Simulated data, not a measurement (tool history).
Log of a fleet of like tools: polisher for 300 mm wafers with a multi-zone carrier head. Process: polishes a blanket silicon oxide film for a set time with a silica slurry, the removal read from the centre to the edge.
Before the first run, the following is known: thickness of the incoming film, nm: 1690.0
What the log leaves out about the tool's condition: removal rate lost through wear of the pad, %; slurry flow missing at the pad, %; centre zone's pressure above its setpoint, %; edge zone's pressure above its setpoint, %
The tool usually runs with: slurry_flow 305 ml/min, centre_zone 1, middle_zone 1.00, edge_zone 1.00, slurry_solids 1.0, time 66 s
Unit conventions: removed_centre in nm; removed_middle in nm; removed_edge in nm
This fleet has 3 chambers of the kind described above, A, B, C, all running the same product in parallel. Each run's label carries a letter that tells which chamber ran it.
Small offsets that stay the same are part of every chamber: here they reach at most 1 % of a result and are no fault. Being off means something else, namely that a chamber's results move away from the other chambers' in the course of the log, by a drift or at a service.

run     day  slurry_flow  centre_zone  middle_zone  edge_zone  slurry_solids  time  wafers polished on this pad  hours since the slurry nozzle was cleaned  hours since the centre zone pressure was calibrated  hours since the edge zone pressure was calibrated  removed_centre  removed_middle  removed_edge
 1A   0.471          305            1         1.00       1.00            1.0    66                          460                                       41.2                                                 85.3                                              176.9          321.55          324.05        316.99
 2B   0.896          305            1         1.00       1.00            1.0    66                          808                                      199.6                                                589.2                                              509.2          317.21          322.75        319.32
      1.008  -- chamber C: worn pad replaced by a new one
 3C   1.321          305            1         1.00       1.00            1.0    66                          115                                      142.3                                                541.8                                              546.0          316.16          325.61        318.02
 4C   1.717          305            1         1.00       1.00            1.0    66                          259                                      151.8                                                551.3                                              555.5          319.58          325.69        311.79
      1.962  -- chamber B: worn pad replaced by a new one
 5A   2.142          305            1         1.00       1.00            1.0    66                         1071                                       81.3                                                125.4                                              217.0          312.95          315.01        318.17
 6B   2.438          305            1         1.00       1.00            1.0    66                          174                                      236.6                                                626.2                                              546.2          321.33          323.47        314.07
 7C   2.650          305            1         1.00       1.00            1.0    66                          601                                      174.2                                                573.7                                              577.9          315.90          314.07        316.88
 8B   2.967          305            1         1.00       1.00            1.0    66                          367                                      249.3                                                638.9                                              558.9          319.49          322.27        317.00
 9A   3.438          305            1         1.00       1.00            0.8    66                         1545                                      112.4                                                156.5                                              248.1          274.32          279.40        277.79
      3.442  -- chamber C: worn pad replaced by a new one
10B   3.725          305            1         1.00       1.00            0.8    66                          645                                      267.5                                                657.1                                              577.1          286.99          282.43        286.28
      3.829  -- chamber C: slurry nozzle cleaned
11C   4.096          305            1         1.00       1.00            0.8    66                          240                                        6.5                                                608.4                                              612.6          292.48          289.08        281.45
12A   4.542          235            1         1.00       1.00            1.0    45                         1949                                      138.9                                                183.0                                              274.6          200.87          203.46        207.81
13B   4.971          235            1         1.00       1.00            1.0    45                         1100                                      297.4                                                687.0                                              607.0          208.98          212.81        214.81
14C   5.183          235            1         1.00       1.00            1.0    45                          638                                       32.6                                                634.5                                              638.7          210.73          207.57        207.02
      5.467  -- chamber B: worn pad replaced by a new one
15A   5.592          305            1         1.00       1.00            1.0    66                         2333                                      164.1                                                208.2                                              299.8          305.67          307.44        304.12
16C   6.042          305            1         1.00       1.00            1.0    66                          952                                       53.2                                                655.1                                              659.3          316.96          317.74        316.72
17B   6.308          305            1         1.00       1.00            1.0    66                          308                                      329.5                                                719.1                                              639.1          321.27          320.25        314.53
      6.383  -- chamber B: centre zone pressure recalibrated
      6.504  -- chamber C: worn pad replaced by a new one
18A   6.729          305            1         0.96       1.00            1.0    79                         2749                                      191.4                                                235.5                                              327.1          358.13          345.52        354.75
19B   7.083          305            1         0.96       1.00            1.0    79                          591                                      348.1                                                 16.8                                              657.7          381.26          356.52        379.80
20A   7.442          305            1         0.96       1.00            1.0    79                         3010                                      208.5                                                252.6                                              344.2          356.40          346.03        354.32
21C   7.812          305            1         1.00       1.00            1.0    66                          479                                       95.7                                                697.6                                              701.8          319.16          313.78        316.50
      8.204  -- chamber A: slurry nozzle cleaned
22C   8.208          305            1         1.00       1.00            1.0    66                          624                                      105.2                                                707.1                                              711.3          311.30          324.14        320.16
23A   8.492          240            1         1.00       1.00            1.0    51                         3394                                        7.0                                                277.8                                              369.4          222.52          221.45        221.33
      8.758  -- chamber B: worn pad replaced by a new one
24B   8.892          240            1         1.00       1.00            1.0    51                           49                                      391.5                                                 60.2                                              701.1          243.43          244.25        242.21
      8.954  -- chamber C: worn pad replaced by a new one
25C   9.233          240            1         1.00       1.00            1.0    51                          103                                      129.8                                                731.7                                              735.9          246.60          238.41        239.83
26A   9.492          305            1         1.00       1.00            1.0    66                         3759                                       31.0                                                301.8                                              393.4          290.02          292.34        294.30
27B   9.971          305            1         1.00       1.00            1.0    66                          444                                      417.4                                                 86.1                                              727.0          315.17          321.05        317.44
28B  10.225          305            1         1.00       1.00            1.0    66                          537                                      423.5                                                 92.2                                              733.1          323.82          315.48        312.59
29A  10.683          305            1         1.00       1.00            1.0    66                         4195                                       59.6                                                330.4                                              422.0          288.62          284.08        286.55
30C  10.950          305            1         1.00       1.00            1.0    66                          731                                      171.0                                                772.9                                              777.1          311.54          311.71        313.87
31A  11.158          305            1         1.00       1.00            1.0    66                         4369                                       71.0                                                341.8                                              433.4          284.51          289.16        283.67
32B  11.625          305            1         1.00       1.00            1.0    66                         1049                                      457.1                                                125.8                                              766.7          317.43          314.89        316.72
     11.783  -- chamber C: worn pad replaced by a new one
33C  11.838          305            1         1.00       1.00            1.0    66                           19                                      192.3                                                794.2                                              798.4          321.23          314.50        316.09
     12.017  -- chamber B: worn pad replaced by a new one
34B  12.212          305            1         1.00       1.00            1.0    66                           72                                      471.2                                                139.9                                              780.8          314.31          332.22        314.60
35C  12.662          305            1         1.07       1.09            1.0    66                          321                                      212.1                                                814.0                                              818.2          323.49          338.75        332.51

One chamber off, gauge drift, or nothing amiss beyond the chambers' own small offsets? If it is a chamber, which one, and what is the likeliest cause?

Little by little, chamber A moves away from the other chambers.
What lies behind it: removal rate lost through wear of the pad, % = 12.3.

Below are 4 candidate recipes for chamber A's next run, each the usual settings with a change, their results shown as question marks. Which of them brings A's results back in line with what the other chambers give on the usual settings?
Counts as in line when no further than this from what the other chambers average on the usual settings: removed_centre 14.00 nm; removed_middle 16.00 nm; removed_edge 13.00 nm
36A-1  13.008          300         0.98         0.99       1.00           0.95    53                                                                                                                                                                                               ?               ?             ?
36A-2  13.008          300         0.99         1.00       1.00           0.95    59                                                                                                                                                                                               ?               ?             ?
36A-3  13.008          310         1.02         1.01       1.00           1.10    82                                                                                                                                                                                               ?               ?             ?
36A-4  13.008          310         1.01         1.00       1.00           1.05    73                                                                                                                                                                                               ?               ?             ?

On the usual settings, the other chambers give on average: removed_centre 318.94 nm; removed_middle 318.74 nm; removed_edge 316.50 nm
  run  removed_centre  removed_middle  removed_edge
36A-1          212.71          216.70        218.91
36A-2          239.44          243.42        243.65
36A-3          368.13          365.35        362.16
36A-4          317.78          315.96        316.06
36A-4 is the one that brings the chamber's results back in line with the other chambers.
